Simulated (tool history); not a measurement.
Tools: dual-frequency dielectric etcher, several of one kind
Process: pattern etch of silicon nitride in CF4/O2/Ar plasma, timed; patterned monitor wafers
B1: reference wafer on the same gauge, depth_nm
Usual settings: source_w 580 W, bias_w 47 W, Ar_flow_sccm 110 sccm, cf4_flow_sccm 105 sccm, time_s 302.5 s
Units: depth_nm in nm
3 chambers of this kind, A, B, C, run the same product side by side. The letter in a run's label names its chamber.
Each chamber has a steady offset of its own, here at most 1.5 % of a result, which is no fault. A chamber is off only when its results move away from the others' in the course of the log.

run 1A hour=4.8 | source_w=580 bias_w=47 Ar_flow_sccm=110 cf4_flow_sccm=105 time_s=302.5 | B1=526.16 | depth_nm=635.74
run 2C hour=13.7 | source_w=580 bias_w=47 Ar_flow_sccm=110 cf4_flow_sccm=105 time_s=302.5 | B1=526.01 | depth_nm=642.56
run 3B hour=22 | source_w=580 bias_w=47 Ar_flow_sccm=110 cf4_flow_sccm=105 time_s=302.5 | B1=526.03 | depth_nm=630.49
run 4A hour=29.7 | source_w=580 bias_w=47 Ar_flow_sccm=110 cf4_flow_sccm=105 time_s=302.5 | B1=526.24 | depth_nm=635.84
run 5B hour=38 | source_w=580 bias_w=51 Ar_flow_sccm=110 cf4_flow_sccm=105 time_s=217.5 | B1=526.1 | depth_nm=466.8
run 6C hour=43.8 | source_w=580 bias_w=51 Ar_flow_sccm=110 cf4_flow_sccm=105 time_s=217.5 | B1=526.13 | depth_nm=476.67
run 7C hour=49.2 | source_w=580 bias_w=51 Ar_flow_sccm=110 cf4_flow_sccm=105 time_s=217.5 | B1=526.08 | depth_nm=475.55
run 8A hour=57.6 | source_w=580 bias_w=47 Ar_flow_sccm=110 cf4_flow_sccm=105 time_s=302.5 | B1=526.21 | depth_nm=635.4
run 9B hour=61.5 | source_w=580 bias_w=47 Ar_flow_sccm=110 cf4_flow_sccm=105 time_s=302.5 | B1=526.08 | depth_nm=631.75
run 10B hour=66.9 | source_w=580 bias_w=47 Ar_flow_sccm=110 cf4_flow_sccm=105 time_s=302.5 | B1=525.96 | depth_nm=632.51
run 11A hour=74.3 | source_w=580 bias_w=47 Ar_flow_sccm=110 cf4_flow_sccm=105 time_s=302.5 | B1=525.63 | depth_nm=634.86
run 12C hour=79.8 | source_w=580 bias_w=47 Ar_flow_sccm=110 cf4_flow_sccm=105 time_s=302.5 | B1=525.88 | depth_nm=641.8
run 13C hour=86.6 | source_w=580 bias_w=47 Ar_flow_sccm=110 cf4_flow_sccm=105 time_s=302.5 | B1=525.9 | depth_nm=645.25
run 14B hour=91.3 | source_w=580 bias_w=47 Ar_flow_sccm=110 cf4_flow_sccm=105 time_s=302.5 | B1=525.75 | depth_nm=627.09
run 15A hour=99 | source_w=580 bias_w=47 Ar_flow_sccm=110 cf4_flow_sccm=105 time_s=302.5 | B1=526.01 | depth_nm=636.22
run 16B hour=105.5 | source_w=580 bias_w=47 Ar_flow_sccm=110 cf4_flow_sccm=105 time_s=302.5 | B1=526.34 | depth_nm=625.89
run 17A hour=110.7 | source_w=580 bias_w=47 Ar_flow_sccm=110 cf4_flow_sccm=105 time_s=302.5 | B1=525.67 | depth_nm=635.68
run 18C hour=119 | source_w=580 bias_w=47 Ar_flow_sccm=110 cf4_flow_sccm=105 time_s=302.5 | B1=526.14 | depth_nm=643.15
run 19C hour=126.6 | source_w=580 bias_w=47 Ar_flow_sccm=110 cf4_flow_sccm=105 time_s=302.5 | B1=526 | depth_nm=644.22
run 20A hour=134.3 | source_w=580 bias_w=47 Ar_flow_sccm=110 cf4_flow_sccm=105 time_s=302.5 | B1=526 | depth_nm=634.21
-- hour=137.9 chamber A: wet clean of the chamber
run 21B hour=140.3 | source_w=580 bias_w=47 Ar_flow_sccm=110 cf4_flow_sccm=105 time_s=302.5 | B1=525.72 | depth_nm=624.84
run 22C hour=145.9 | source_w=580 bias_w=47 Ar_flow_sccm=110 cf4_flow_sccm=105 time_s=302.5 | B1=526.19 | depth_nm=642.89
run 23A hour=151.3 | source_w=580 bias_w=47 Ar_flow_sccm=110 cf4_flow_sccm=105 time_s=302.5 | B1=526.22 | depth_nm=632.81
run 24B hour=155.2 | source_w=580 bias_w=47 Ar_flow_sccm=110 cf4_flow_sccm=105 time_s=302.5 | B1=525.97 | depth_nm=622.29
run 25C hour=159.2 | source_w=580 bias_w=47 Ar_flow_sccm=110 cf4_flow_sccm=105 time_s=302.5 | B1=525.95 | depth_nm=640.87
run 26B hour=165.5 | source_w=650 bias_w=47 Ar_flow_sccm=110 cf4_flow_sccm=123 time_s=302.5 | B1=526.28 | depth_nm=700.06
run 27A hour=174.2 | source_w=650 bias_w=47 Ar_flow_sccm=110 cf4_flow_sccm=123 time_s=302.5 | B1=525.85 | depth_nm=716.66
run 28A hour=182.7 | source_w=650 bias_w=47 Ar_flow_sccm=110 cf4_flow_sccm=123 time_s=302.5 | B1=526.07 | depth_nm=716.79

What goes on in this fleet: one chamber off, a drifting gauge, or nothing beyond the chambers' own small offsets? Name the chamber and the cause, if any.

Chamber B drifts away from the others.
Cause: etch rate under this chamber's usual, % = 1.97.
The log may not tell that from: source power that arrives under what is set, %; bias power that arrives under what is set, %.

Here are 4 candidates for chamber B's next run, each the usual settings with a change, their results left as question marks. Which one brings its results back in line with what the others give on the usual settings?
In line means no further than this from the other chambers' mean on the usual settings: depth_nm 5.6 nm
run 29B-1 hour=189.2 | source_w=580 bias_w=43 Ar_flow_sccm=110 cf4_flow_sccm=105 time_s=302.5 | depth_nm=?
run 29B-2 hour=189.2 | source_w=580 bias_w=47 Ar_flow_sccm=110 cf4_flow_sccm=105 time_s=306 | depth_nm=?
run 29B-3 hour=189.2 | source_w=580 bias_w=47 Ar_flow_sccm=110 cf4_flow_sccm=105 time_s=299 | depth_nm=?
run 29B-4 hour=189.2 | source_w=600 bias_w=47 Ar_flow_sccm=110 cf4_flow_sccm=105 time_s=302.5 | depth_nm=?

The other chambers' mean on the usual settings: depth_nm 638.93 nm
run=29B-1 depth_nm=598.61
run=29B-2 depth_nm=625.14
run=29B-3 depth_nm=610.84
run=29B-4 depth_nm=636.25
29B-4 brings the chamber back in line.

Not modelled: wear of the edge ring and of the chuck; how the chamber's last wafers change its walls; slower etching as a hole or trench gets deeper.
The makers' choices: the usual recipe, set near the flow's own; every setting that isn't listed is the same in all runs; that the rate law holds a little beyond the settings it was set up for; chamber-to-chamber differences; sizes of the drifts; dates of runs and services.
